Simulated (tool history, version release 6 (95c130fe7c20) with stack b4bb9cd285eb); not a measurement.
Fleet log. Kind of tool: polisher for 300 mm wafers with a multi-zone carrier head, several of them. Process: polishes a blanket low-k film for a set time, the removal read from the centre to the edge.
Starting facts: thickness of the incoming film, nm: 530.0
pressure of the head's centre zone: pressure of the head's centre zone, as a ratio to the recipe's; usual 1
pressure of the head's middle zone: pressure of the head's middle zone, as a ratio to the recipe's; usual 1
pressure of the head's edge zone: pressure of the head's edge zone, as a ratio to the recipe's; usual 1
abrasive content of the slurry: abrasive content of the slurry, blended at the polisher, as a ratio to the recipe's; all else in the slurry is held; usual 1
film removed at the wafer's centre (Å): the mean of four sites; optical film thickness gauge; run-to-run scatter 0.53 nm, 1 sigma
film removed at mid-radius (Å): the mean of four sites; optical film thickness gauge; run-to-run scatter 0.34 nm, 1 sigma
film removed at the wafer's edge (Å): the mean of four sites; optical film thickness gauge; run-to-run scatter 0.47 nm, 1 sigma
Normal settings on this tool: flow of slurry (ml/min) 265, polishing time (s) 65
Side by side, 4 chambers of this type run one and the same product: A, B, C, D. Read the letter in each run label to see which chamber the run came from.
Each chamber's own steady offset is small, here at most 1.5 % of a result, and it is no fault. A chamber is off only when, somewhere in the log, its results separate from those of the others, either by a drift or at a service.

run	hour	flow of slurry (ml/min)	pressure of the head's centre zone	pressure of the head's middle zone	pressure of the head's edge zone	abrasive content of the slurry	polishing time (s)	wafers polished on this pad	hours since the slurry nozzle was cleaned	hours since the centre zone pressure was calibrated	hours since the edge zone pressure was calibrated	film removed at the wafer's centre (Å)	film removed at mid-radius (Å)	film removed at the wafer's edge (Å)
# hour 1.9: chamber B: worn pad replaced by a new one
1C	8.8	265	1	1	1	1	65	268	130.9	595.9	546.3	373.95	375.08	373.97
2A	20.5	265	1	1	1	1	65	371	463.4	603.1	141	388.81	381.87	372.52
3D	26.2	265	1	1	1	1	65	599	80.2	888.5	570.4	367.54	378.87	375.15
4B	37.5	265	1	1	1	1	65	382	484.3	1224.9	103.7	372.87	372.61	375.44
5D	43.4	265	1	1	1	1	65	784	97.4	905.7	587.6	365.01	378.92	370.2
# hour 44.8: chamber A: worn pad replaced by a new one
6C	49	265	1	1	1	1	65	699	171.1	636.1	586.5	376.33	373.82	369.74
7A	59.3	265	1	1	1	1	65	156	502.2	641.9	179.8	386.51	377.46	367.76
# hour 59.5: chamber B: worn pad replaced by a new one
8B	67.5	265	1	1	1	1	65	86	514.3	1254.9	133.7	370.75	374.62	386.11
# hour 68.7: chamber B: centre zone pressure recalibrated
9D	73.1	265	1	1	1	1	65	1103	127.1	935.4	617.3	375.2	372.56	378.14
10C	79	265	1	1	1	1	65	1022	201.1	666.1	616.5	387.51	371.89	371.56
# hour 83.7: chamber D: worn pad replaced by a new one
11A	88.2	265	1	1	1	1	65	467	531.1	670.8	208.7	389.65	375.25	375.04
12B	100.1	265	1	1	1	1	65	436	546.9	31.4	166.3	382.05	372.79	383.63
# hour 107: chamber A: worn pad replaced by a new one
13A	110.1	265	1	1	1	1	65	33	553	692.7	230.6	382.38	378.36	378.67
# hour 114.9: chamber B: worn pad replaced by a new one
14B	115.3	265	1	1	1	1	65	4	562.1	46.6	181.5	378.5	373.09	379.93
15D	122.6	265	1	1	1	1	65	418	176.6	984.9	666.8	364.71	383.58	374.61
16C	129.6	265	1	1	1	1	65	1565	251.7	716.7	667.1	367.87	370.44	375.76
# hour 135: chamber C: worn pad replaced by a new one
17C	135.5	265	1	1	1	1	65	5	257.6	722.6	673	381.88	376.14	375.51
18A	141.3	265	1	1	1	1	65	368	584.2	723.9	261.8	381.21	372.49	378.59
# hour 146.8: chamber D: centre zone pressure recalibrated
19B	150	265	1	1	1	1	65	377	596.8	81.3	216.2	371.65	367.95	369.54
# hour 161: chamber B: slurry nozzle cleaned
20D	161.6	265	1	1	1	1	65	837	215.6	14.9	705.8	322.12	372.13	385.35
# hour 165.6: chamber B: worn pad replaced by a new one
# hour 166: chamber A: worn pad replaced by a new one
# hour 167.2: chamber A: slurry nozzle cleaned
21C	170.8	350	1	1	1	1	65	385	292.9	757.9	708.3	389.13	384	388.16
# hour 178.4: chamber D: worn pad replaced by a new one
22A	180.3	350	1	1	1	1	65	153	13.1	762.9	300.8	394.31	387.15	380.08
23D	187.5	350	1	1	1	1	65	97	241.5	40.8	731.7	341.08	392.11	386.83
24B	199	350	1	1	1	1	65	359	38.1	130.3	265.2	387.64	378.72	383.15
25C	210.7	265	1	1	1	1	65	813	332.8	797.8	748.2	375.62	374.09	377.65
26B	220.4	265	1	1	1	1	65	589	59.5	151.7	286.6	375.09	369.72	365.24
# hour 221.9: chamber C: slurry nozzle cleaned
27A	228.7	265	1	1	1	1	65	673	61.5	811.3	349.2	371.34	376.21	378.56
# hour 233.2: chamber A: worn pad replaced by a new one
28D	236.2	265	1	1	1	1	65	620	290.2	89.5	780.4	326.17	384.02	367.97
29A	247.1	265	1	1	1	1	65	150	79.9	829.7	367.6	389.11	374.55	373
30C	256.6	265	1	1	1	1	65	1306	34.7	843.7	794.1	380.29	370.45	380.43
31D	264.3	195	1	1	1	1	65	922	318.3	117.6	808.5	308.14	369.81	355.69

Next, every chamber runs the same settings. What will each give?
32A	272.8	265	1	1	1	1	52					?	?	?
32B	272.8	265	1	1	1	1	52					?	?	?
32C	272.8	265	1	1	1	1	52					?	?	?
32D	272.8	265	1	1	1	1	52					?	?	?

run	film removed at the wafer's centre (Å)	film removed at mid-radius (Å)	film removed at the wafer's edge (Å)
32A	298.37	295.52	300.97
32B	292.59	301.28	297.42
32C	308.08	295.52	298.29
32D	265.83	299.2	299.81

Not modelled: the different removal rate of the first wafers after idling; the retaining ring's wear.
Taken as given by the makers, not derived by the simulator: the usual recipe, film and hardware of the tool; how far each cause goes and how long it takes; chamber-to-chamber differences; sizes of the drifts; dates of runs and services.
